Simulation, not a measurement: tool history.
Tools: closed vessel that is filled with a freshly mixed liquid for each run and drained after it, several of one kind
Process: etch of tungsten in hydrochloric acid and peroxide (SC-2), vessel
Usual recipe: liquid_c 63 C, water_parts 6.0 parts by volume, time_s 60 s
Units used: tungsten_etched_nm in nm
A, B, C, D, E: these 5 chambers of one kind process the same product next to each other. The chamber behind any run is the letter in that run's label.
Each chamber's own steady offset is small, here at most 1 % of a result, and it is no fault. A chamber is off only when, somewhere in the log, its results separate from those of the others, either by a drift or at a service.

run,hour,liquid_c,water_parts,time_s,hours since the thermometer was replaced,hours since the chemicals flow meter was replaced,hours since the drum of peroxide was connected,"read-back film thickness of the tungsten reference wafer, read on the same gauge (nm)",tungsten_etched_nm
1D,8.9,63,6.0,60,247.1,67.8,544.2,79.986,42.492
2C,16.6,63,6.0,60,86.0,1804.2,497.7,80.011,42.630
3B,24.6,63,6.0,60,979.1,1298.2,1054.5,79.981,42.719
4A,33.9,63,6.0,60,823.1,1072.2,300.4,80.019,42.998
5E,38.1,63,6.0,60,80.7,1195.0,201.4,79.996,42.207
6B,42.9,63,6.0,60,997.4,1316.5,1072.8,79.976,42.552
7C,49.5,63,6.0,60,118.9,1837.1,530.6,80.009,42.426
8A,56.9,63,6.0,60,846.1,1095.2,323.4,79.981,42.782
9E,61.0,63,6.0,60,103.6,1217.9,224.3,80.006,42.301
10D,65.5,63,6.0,60,303.7,124.4,600.8,79.993,42.269
11C,71.3,63,6.0,60,140.7,1858.9,552.4,80.003,42.678
12E,76.1,63,6.0,60,118.7,1233.0,239.4,80.015,42.198
13A,81.3,63,6.0,60,870.5,1119.6,347.8,79.986,42.692
14B,90.7,63,7.5,35,1045.2,1364.3,1120.6,79.993,21.109
15D,96.0,63,7.5,35,334.2,154.9,631.3,79.984,20.928
16C,105.6,63,7.5,35,175.0,1893.2,586.7,80.003,21.008
17D,113.9,63,7.5,35,352.1,172.8,649.2,80.005,20.642
18B,119.4,63,7.5,35,1073.9,1393.0,1149.3,80.004,21.209
# hour 124.0: chamber B: chemicals flow meter replaced
19E,129.0,63,6.0,60,171.6,1285.9,292.3,80.019,42.279
20A,137.1,63,6.0,60,926.3,1175.4,403.6,79.990,42.737
21D,144.2,63,6.0,60,382.4,203.1,679.5,80.008,42.614
# hour 144.5: chamber E: new drum of peroxide connected
22E,148.4,63,6.0,60,191.0,1305.3,4.0,80.007,42.330
23A,154.3,63,6.0,60,943.5,1192.6,420.8,79.995,42.697
# hour 154.4: chamber C: new drum of peroxide connected
24B,160.7,63,6.0,60,1115.2,36.8,1190.6,80.007,43.333
25C,168.3,63,6.0,60,237.7,1955.9,14.0,79.979,42.673
# hour 172.6: chamber A: thermometer replaced
26A,175.1,63,6.0,60,2.6,1213.4,441.6,79.986,42.770
27D,184.4,63,6.0,60,422.6,243.3,719.7,80.022,42.494
28C,191.1,63,6.0,60,260.5,1978.7,36.8,80.018,42.630
29E,200.8,63,6.0,60,243.4,1357.7,56.4,79.993,42.049
30B,206.5,63,6.0,60,1161.0,82.6,1236.4,79.981,43.620
# hour 207.8: chamber A: new drum of peroxide connected
31E,213.2,63,6.0,60,255.8,1370.1,68.8,80.008,42.240
32D,222.5,63,6.0,60,460.7,281.4,757.8,79.984,42.591
33C,230.7,63,6.0,90,300.1,2018.3,76.4,79.978,63.794
34B,238.5,63,6.0,90,1193.0,114.6,1268.4,79.985,65.449
35A,244.3,63,6.0,90,71.8,1282.6,36.6,80.006,64.365
36C,253.9,63,6.0,90,323.3,2041.5,99.6,80.019,64.154
37A,262.9,63,6.0,90,90.4,1301.2,55.2,80.003,64.226
38D,267.1,63,6.0,60,505.3,326.0,802.4,80.000,42.332

Does one chamber stand apart from the rest, does the shared gauge drift, or is all well apart from small per-chamber offsets? Give the chamber and the most likely cause, where there is one.

Chamber B drifts away from the others.
What lies behind it: liquid hotter than its thermometer reads (K) = 0.422.

Chamber B could run next with any of the 4 candidate recipes listed below; each alters the usual settings, and their results appear as question marks. Which one brings its results back in line with what the other chambers deliver on the usual settings?
Maximum distance from the other chambers' mean on the usual settings for a result to count as in line: tungsten_etched_nm 0.510 nm
39B-1,274.0,63.0,5.5,60,,,,,?
39B-2,274.0,63.5,6.0,60,,,,,?
39B-3,274.0,62.0,6.0,60,,,,,?
39B-4,274.0,62.5,6.0,60,,,,,?

The mean the other chambers reach with the usual settings: tungsten_etched_nm 42.508 nm
run,tungsten_etched_nm
39B-1,46.478
39B-2,44.979
39B-3,41.037
39B-4,42.324
39B-4 is the one that brings the chamber's results back in line with the other chambers.

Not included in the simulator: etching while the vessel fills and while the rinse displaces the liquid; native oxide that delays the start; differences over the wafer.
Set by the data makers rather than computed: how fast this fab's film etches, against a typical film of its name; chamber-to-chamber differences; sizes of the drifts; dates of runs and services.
